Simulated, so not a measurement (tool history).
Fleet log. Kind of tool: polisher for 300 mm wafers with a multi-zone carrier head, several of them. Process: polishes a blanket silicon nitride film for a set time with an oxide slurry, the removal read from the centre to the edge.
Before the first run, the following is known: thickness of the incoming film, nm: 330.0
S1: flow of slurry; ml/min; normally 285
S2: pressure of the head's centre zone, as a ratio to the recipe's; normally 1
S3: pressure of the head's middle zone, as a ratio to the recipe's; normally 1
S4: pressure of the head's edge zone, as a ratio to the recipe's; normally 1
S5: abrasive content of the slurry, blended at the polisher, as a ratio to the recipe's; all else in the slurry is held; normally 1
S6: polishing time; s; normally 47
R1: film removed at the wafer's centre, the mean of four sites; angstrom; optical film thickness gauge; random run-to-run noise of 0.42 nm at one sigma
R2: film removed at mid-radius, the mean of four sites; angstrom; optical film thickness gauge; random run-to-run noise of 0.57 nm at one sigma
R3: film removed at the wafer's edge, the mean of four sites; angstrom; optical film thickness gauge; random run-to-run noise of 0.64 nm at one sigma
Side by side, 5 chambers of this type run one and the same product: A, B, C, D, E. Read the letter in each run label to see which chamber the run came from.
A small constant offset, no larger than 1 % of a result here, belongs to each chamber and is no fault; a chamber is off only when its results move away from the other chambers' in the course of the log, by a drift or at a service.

run	hour	S1	S2	S3	S4	S5	S6	R1	R2	R3
1E	7	285	1	1	1	1	47	449.12	449.99	441.79
# hour 9.1: chamber A: centre zone pressure recalibrated
2C	14	285	1	1	1	1	47	436.35	434	436.71
# hour 20.4: chamber D: worn pad replaced by a new one
3A	21.3	285	1	1	1	1	47	448.98	440.68	441.93
# hour 25.8: chamber C: worn pad replaced by a new one
4B	29.5	285	1	1	1	1	47	445.04	446.82	454.05
# hour 34.7: chamber E: slurry nozzle cleaned
5D	38	285	1	1	1	1	47	447.01	436.55	441.84
6E	44.5	285	1	1	1	1	47	440.08	442.93	437.59
7B	48.6	355	1	1	1	1	40	389.78	383.13	388.97
8D	53	355	1	1	1	1	40	385.92	387.09	381.04
9C	57.7	355	1	1	1	1	40	383.65	383.17	386.94
10A	63.1	355	1	1	1	1	40	380.19	384.06	376.45
# hour 67.7: chamber E: worn pad replaced by a new one
11C	69.1	355	1	1	1	1	40	386.96	376.26	378.71
# hour 70.6: chamber B: worn pad replaced by a new one
12E	75.1	285	1	1	1	1	47	444.19	444.46	445.21
# hour 79.9: chamber A: worn pad replaced by a new one
13A	83.4	285	1	1	1	1	47	449.49	453.7	437.09
# hour 85.3: chamber C: worn pad replaced by a new one
14B	89.4	285	1	1	1	1	47	445.96	440.14	444.82
# hour 93.5: chamber D: worn pad replaced by a new one
15D	94.7	285	1	1	1	1	47	446.24	440.86	436.14
16D	98.8	285	1	1	1	1	47	447.83	450.57	441.3
# hour 100.7: chamber C: centre zone pressure recalibrated
17C	105.9	285	1	1	1	1	47	441.47	447.17	438.82
18E	110.9	285	1	1	1	1	47	443.47	439.87	443.61
19B	116.1	285	1	1	1	1	47	449.83	438.78	438.67
20A	120.4	285	1.04	1	1	1	62	608.64	575.85	600.79
21C	125.4	285	1.04	1	1	1	62	597.78	589.32	585.99
22A	129.5	285	1.04	1	1	1	62	615.37	591.26	584.41
23E	137.2	285	1.04	1	1	1	62	606.49	579.68	597.33
24B	142	285	1.04	1	1	1	62	612.86	572.52	607.93
25D	147.1	285	1.09	1	1	1	47	496.54	429.66	447.1
# hour 151.4: chamber C: worn pad replaced by a new one
26D	153.9	285	1.09	1	1	1	47	485	440.88	434.29
27A	161.8	285	1.09	1	1	1	47	492.65	450.76	437.95
# hour 164.9: chamber A: worn pad replaced by a new one
28E	166.4	285	1.09	1	1	1	47	487.91	451.59	443.03
29C	172.8	285	1.09	1	1	1	47	479.74	442.87	432.07
# hour 174.5: chamber D: worn pad replaced by a new one
30B	179	285	1	1	1	1	47	442.42	436.3	459.68
# hour 183.2: chamber E: worn pad replaced by a new one
31C	186	285	1	1	1.11	1	47	441.41	435.28	471.03
32A	193.4	285	1	1	1.11	1	47	445.16	454.7	456.53
33B	201.4	285	1	1	1.11	1	47	440.94	440.37	463.81
# hour 203.9: chamber B: worn pad replaced by a new one
34D	207.3	285	1	1	1.11	1	47	448.61	441.41	470.86
# hour 211.1: chamber C: worn pad replaced by a new one
35E	213.4	285	1	1	1.11	1	47	441.99	449.39	463.61
36D	220.6	285	1	1	1	1	47	440.57	441.23	446.39
37E	226.3	285	1	1	1	1	47	441.55	448.5	436.36
38C	230.2	285	1	1	1	1	47	442.13	437.9	428.78
39A	234.5	285	1	1	1	1	47	445.8	446.88	444.27
40B	239.5	285	1	1	1	1	47	439.83	432.95	443.57
41C	246.9	285	1	1	1	1	47	444.07	451.38	445.69

The same settings go to every chamber for the next run, one line per chamber below. Forecast the results for each:
42A	253.1	285	1	1	1	1	47	?	?	?
42B	253.1	285	1	1	1	1	47	?	?	?
42C	253.1	285	1	1	1	1	47	?	?	?
42D	253.1	285	1	1	1	1	47	?	?	?
42E	253.1	285	1	1	1	1	47	?	?	?

run	R1	R2	R3
42A	442.31	452.8	443.78
42B	449.51	442.22	445.96
42C	444.4	439.24	445.06
42D	440.29	444.73	442.22
42E	442.48	444.04	444.27
